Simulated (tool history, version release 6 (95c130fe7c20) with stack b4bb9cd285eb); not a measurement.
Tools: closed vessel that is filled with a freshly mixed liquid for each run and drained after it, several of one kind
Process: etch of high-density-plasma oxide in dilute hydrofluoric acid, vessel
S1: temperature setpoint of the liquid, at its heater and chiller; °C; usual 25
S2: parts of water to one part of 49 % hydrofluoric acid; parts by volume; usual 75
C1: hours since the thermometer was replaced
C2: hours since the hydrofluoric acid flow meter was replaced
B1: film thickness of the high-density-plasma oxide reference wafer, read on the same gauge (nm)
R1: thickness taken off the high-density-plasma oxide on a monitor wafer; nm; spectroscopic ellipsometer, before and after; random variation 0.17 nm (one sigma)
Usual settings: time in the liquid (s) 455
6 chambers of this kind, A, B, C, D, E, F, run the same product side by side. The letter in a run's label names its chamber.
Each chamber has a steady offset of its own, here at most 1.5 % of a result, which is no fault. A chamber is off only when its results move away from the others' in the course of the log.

{"run": "1A", "hour": 5.2, "S1": 25, "S2": 75, "time in the liquid (s)": 455, "C1": 374.2, "C2": 913.8, "B1": 39.987, "R1": 32.896}
{"run": "2E", "hour": 9.2, "S1": 25, "S2": 75, "time in the liquid (s)": 455, "C1": 641.6, "C2": 431.1, "B1": 40.014, "R1": 33.323}
{"hour": 9.9, "done": "chamber F: hydrofluoric acid flow meter replaced"}
{"run": "3F", "hour": 13.0, "S1": 25, "S2": 75, "time in the liquid (s)": 455, "C1": 1219, "C2": 3.1, "B1": 40.027, "R1": 33.091}
{"hour": 13.5, "done": "chamber E: thermometer replaced"}
{"run": "4D", "hour": 16.8, "S1": 25, "S2": 75, "time in the liquid (s)": 455, "C1": 1177.1, "C2": 512.5, "B1": 40, "R1": 33.039}
{"run": "5C", "hour": 22.1, "S1": 25, "S2": 75, "time in the liquid (s)": 265, "C1": 2119.1, "C2": 1283.2, "B1": 40.011, "R1": 19.124}
{"run": "6B", "hour": 25.8, "S1": 25, "S2": 75, "time in the liquid (s)": 265, "C1": 2066.3, "C2": 1471.9, "B1": 40, "R1": 19.209}
{"run": "7C", "hour": 30.0, "S1": 25, "S2": 75, "time in the liquid (s)": 265, "C1": 2127, "C2": 1291.1, "B1": 40.014, "R1": 19.129}
{"run": "8D", "hour": 33.0, "S1": 25, "S2": 75, "time in the liquid (s)": 265, "C1": 1193.3, "C2": 528.7, "B1": 39.981, "R1": 19.109}
{"run": "9F", "hour": 35.6, "S1": 25, "S2": 75, "time in the liquid (s)": 265, "C1": 1241.6, "C2": 25.7, "B1": 39.989, "R1": 19.559}
{"run": "10B", "hour": 39.3, "S1": 25, "S2": 75, "time in the liquid (s)": 265, "C1": 2079.8, "C2": 1485.4, "B1": 39.993, "R1": 19.338}
{"run": "11A", "hour": 42.2, "S1": 25, "S2": 75, "time in the liquid (s)": 455, "C1": 411.2, "C2": 950.8, "B1": 39.997, "R1": 32.575}
{"run": "12E", "hour": 47.9, "S1": 25, "S2": 75, "time in the liquid (s)": 455, "C1": 34.4, "C2": 469.8, "B1": 39.988, "R1": 33.322}
{"hour": 50.4, "done": "chamber D: hydrofluoric acid flow meter replaced"}
{"run": "13F", "hour": 51.1, "S1": 25, "S2": 75, "time in the liquid (s)": 455, "C1": 1257.1, "C2": 41.2, "B1": 40.014, "R1": 33.435}
{"hour": 56.2, "done": "chamber B: hydrofluoric acid flow meter replaced"}
{"run": "14A", "hour": 56.2, "S1": 25, "S2": 75, "time in the liquid (s)": 455, "C1": 425.2, "C2": 964.8, "B1": 40.002, "R1": 32.878}
{"run": "15C", "hour": 58.9, "S1": 25, "S2": 75, "time in the liquid (s)": 455, "C1": 2155.9, "C2": 1320, "B1": 39.968, "R1": 32.86}
{"run": "16B", "hour": 61.8, "S1": 25, "S2": 75, "time in the liquid (s)": 455, "C1": 2102.3, "C2": 5.6, "B1": 40.017, "R1": 33.261}
{"run": "17E", "hour": 64.9, "S1": 25, "S2": 75, "time in the liquid (s)": 455, "C1": 51.4, "C2": 486.8, "B1": 39.999, "R1": 33.136}
{"run": "18D", "hour": 69.8, "S1": 25, "S2": 75, "time in the liquid (s)": 455, "C1": 1230.1, "C2": 19.4, "B1": 40.012, "R1": 32.988}
{"run": "19D", "hour": 73.0, "S1": 25, "S2": 75, "time in the liquid (s)": 455, "C1": 1233.3, "C2": 22.6, "B1": 40.028, "R1": 32.833}
{"run": "20C", "hour": 75.6, "S1": 25, "S2": 75, "time in the liquid (s)": 455, "C1": 2172.6, "C2": 1336.7, "B1": 39.983, "R1": 32.734}
{"run": "21B", "hour": 78.4, "S1": 25, "S2": 75, "time in the liquid (s)": 455, "C1": 2118.9, "C2": 22.2, "B1": 39.983, "R1": 33.211}
{"run": "22A", "hour": 81.8, "S1": 25, "S2": 75, "time in the liquid (s)": 455, "C1": 450.8, "C2": 990.4, "B1": 39.984, "R1": 32.889}
{"run": "23E", "hour": 84.8, "S1": 25, "S2": 75, "time in the liquid (s)": 455, "C1": 71.3, "C2": 506.7, "B1": 40.001, "R1": 33.16}
{"run": "24F", "hour": 88.6, "S1": 25, "S2": 75, "time in the liquid (s)": 455, "C1": 1294.6, "C2": 78.7, "B1": 40.024, "R1": 33.42}
{"run": "25D", "hour": 92.0, "S1": 25, "S2": 75, "time in the liquid (s)": 455, "C1": 1252.3, "C2": 41.6, "B1": 39.996, "R1": 33.119}
{"run": "26A", "hour": 95.3, "S1": 25, "S2": 75, "time in the liquid (s)": 455, "C1": 464.3, "C2": 1003.9, "B1": 39.989, "R1": 32.928}
{"run": "27C", "hour": 101.0, "S1": 25, "S2": 75, "time in the liquid (s)": 455, "C1": 2198, "C2": 1362.1, "B1": 40.002, "R1": 32.836}
{"run": "28B", "hour": 104.8, "S1": 25, "S2": 75, "time in the liquid (s)": 455, "C1": 2145.3, "C2": 48.6, "B1": 40.013, "R1": 33.151}
{"run": "29F", "hour": 109.6, "S1": 25, "S2": 75, "time in the liquid (s)": 455, "C1": 1315.6, "C2": 99.7, "B1": 40.008, "R1": 32.871}
{"run": "30E", "hour": 112.9, "S1": 25, "S2": 75, "time in the liquid (s)": 455, "C1": 99.4, "C2": 534.8, "B1": 39.997, "R1": 33.316}
{"run": "31C", "hour": 116.0, "S1": 25, "S2": 75, "time in the liquid (s)": 455, "C1": 2213, "C2": 1377.1, "B1": 39.993, "R1": 32.74}
{"run": "32D", "hour": 119.9, "S1": 25, "S2": 75, "time in the liquid (s)": 455, "C1": 1280.2, "C2": 69.5, "B1": 40.02, "R1": 32.866}
{"run": "33B", "hour": 123.6, "S1": 25, "S2": 75, "time in the liquid (s)": 455, "C1": 2164.1, "C2": 67.4, "B1": 39.982, "R1": 33.259}
{"run": "34E", "hour": 127.6, "S1": 25, "S2": 75, "time in the liquid (s)": 455, "C1": 114.1, "C2": 549.5, "B1": 39.999, "R1": 33.092}
{"run": "35A", "hour": 132.3, "S1": 25, "S2": 75, "time in the liquid (s)": 455, "C1": 501.3, "C2": 1040.9, "B1": 40.002, "R1": 33.045}
{"run": "36F", "hour": 135.9, "S1": 25, "S2": 75, "time in the liquid (s)": 200, "C1": 1341.9, "C2": 126, "B1": 40.007, "R1": 14.753}
{"run": "37E", "hour": 139.4, "S1": 25, "S2": 75, "time in the liquid (s)": 200, "C1": 125.9, "C2": 561.3, "B1": 39.983, "R1": 14.748}
{"run": "38C", "hour": 144.2, "S1": 25, "S2": 75, "time in the liquid (s)": 200, "C1": 2241.2, "C2": 1405.3, "B1": 39.993, "R1": 14.314}
{"run": "39A", "hour": 146.9, "S1": 25, "S2": 75, "time in the liquid (s)": 200, "C1": 515.9, "C2": 1055.5, "B1": 39.986, "R1": 14.416}
{"run": "40B", "hour": 149.8, "S1": 25, "S2": 75, "time in the liquid (s)": 200, "C1": 2190.3, "C2": 93.6, "B1": 40.006, "R1": 14.676}

Next, every chamber runs the same settings. What will each give?
{"run": "41A", "hour": 154.0, "S1": 25, "S2": 75, "time in the liquid (s)": 275, "R1": "?"}
{"run": "41B", "hour": 154.0, "S1": 25, "S2": 75, "time in the liquid (s)": 275, "R1": "?"}
{"run": "41C", "hour": 154.0, "S1": 25, "S2": 75, "time in the liquid (s)": 275, "R1": "?"}
{"run": "41D", "hour": 154.0, "S1": 25, "S2": 75, "time in the liquid (s)": 275, "R1": "?"}
{"run": "41E", "hour": 154.0, "S1": 25, "S2": 75, "time in the liquid (s)": 275, "R1": "?"}
{"run": "41F", "hour": 154.0, "S1": 25, "S2": 75, "time in the liquid (s)": 275, "R1": "?"}

run=41A R1=19.888
run=41B R1=20.07
run=41C R1=19.824
run=41D R1=19.99
run=41E R1=19.949
run=41F R1=19.952

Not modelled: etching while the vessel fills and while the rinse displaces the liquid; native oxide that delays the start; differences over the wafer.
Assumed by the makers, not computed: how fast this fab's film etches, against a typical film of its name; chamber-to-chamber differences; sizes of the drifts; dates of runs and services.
